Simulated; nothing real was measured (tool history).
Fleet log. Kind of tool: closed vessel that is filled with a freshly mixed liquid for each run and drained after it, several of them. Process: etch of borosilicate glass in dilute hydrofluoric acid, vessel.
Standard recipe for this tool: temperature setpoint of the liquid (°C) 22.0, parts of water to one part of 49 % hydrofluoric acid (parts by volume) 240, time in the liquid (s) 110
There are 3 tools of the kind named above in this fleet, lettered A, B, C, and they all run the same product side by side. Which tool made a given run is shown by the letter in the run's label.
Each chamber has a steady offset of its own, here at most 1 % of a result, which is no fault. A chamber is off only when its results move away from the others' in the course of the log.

run,hour,temperature setpoint of the liquid (°C),parts of water to one part of 49 % hydrofluoric acid (parts by volume),time in the liquid (s),hours since the thermometer was replaced,hours since the hydrofluoric acid flow meter was replaced,"read-back film thickness of the borosilicate glass reference wafer, read on the same gauge (nm)",thickness taken off the borosilicate glass on a monitor wafer (nm)
1A,4.1,22.0,240,110,792.4,421.3,150.00,9.8967
2B,11.6,22.0,240,110,538.9,797.5,150.02,9.9748
3C,15.6,22.0,240,110,1416.8,37.7,149.97,10.0470
4A,19.8,22.0,240,110,808.1,437.0,150.00,9.9307
# hour 24.7: chamber B: hydrofluoric acid flow meter replaced
5C,27.5,22.0,240,110,1428.7,49.6,149.99,10.2310
6B,34.1,22.0,335,110,561.4,9.5,149.99,6.6948
7B,40.3,22.0,335,110,567.6,15.7,149.96,6.7166
8A,47.3,22.0,335,110,835.6,464.5,150.02,6.5399
9C,53.6,22.0,305,170,1454.8,75.7,150.01,11.4430
10A,57.9,22.0,305,170,846.2,475.1,149.97,11.4430
11C,63.0,22.0,305,170,1464.2,85.1,149.99,11.4860
12B,68.2,22.0,240,130,595.5,43.6,149.99,11.9350
13C,73.8,22.0,240,130,1475.0,95.9,149.99,11.9170
14A,81.2,22.0,240,130,869.5,498.4,150.00,11.5720
15B,88.4,22.0,240,110,615.7,63.8,149.96,10.1370
16C,94.4,22.0,240,110,1495.6,116.5,150.00,10.1820
17B,101.9,24.0,240,110,629.2,77.3,150.02,10.7670
18A,108.1,24.0,240,110,896.4,525.3,150.02,10.8120
19A,111.8,24.0,240,110,900.1,529.0,149.99,10.6630
20B,115.9,22.0,240,110,643.2,91.3,149.99,9.9913
21C,123.6,22.0,240,110,1524.8,145.7,150.00,10.1700
22B,128.7,22.0,240,110,656.0,104.1,149.99,10.0950
23A,136.0,22.0,240,110,924.3,553.2,149.98,9.9600
24C,142.3,19.5,240,50,1543.5,164.4,149.98,4.1521

The same settings go to every chamber for the next run, one line per chamber below. Forecast the results for each:
25A,148.0,22.0,240,110,,,,?
25B,148.0,22.0,240,110,,,,?
25C,148.0,22.0,240,110,,,,?

run,thickness taken off the borosilicate glass on a monitor wafer (nm)
25A,10.0340
25B,10.1380
25C,10.1390

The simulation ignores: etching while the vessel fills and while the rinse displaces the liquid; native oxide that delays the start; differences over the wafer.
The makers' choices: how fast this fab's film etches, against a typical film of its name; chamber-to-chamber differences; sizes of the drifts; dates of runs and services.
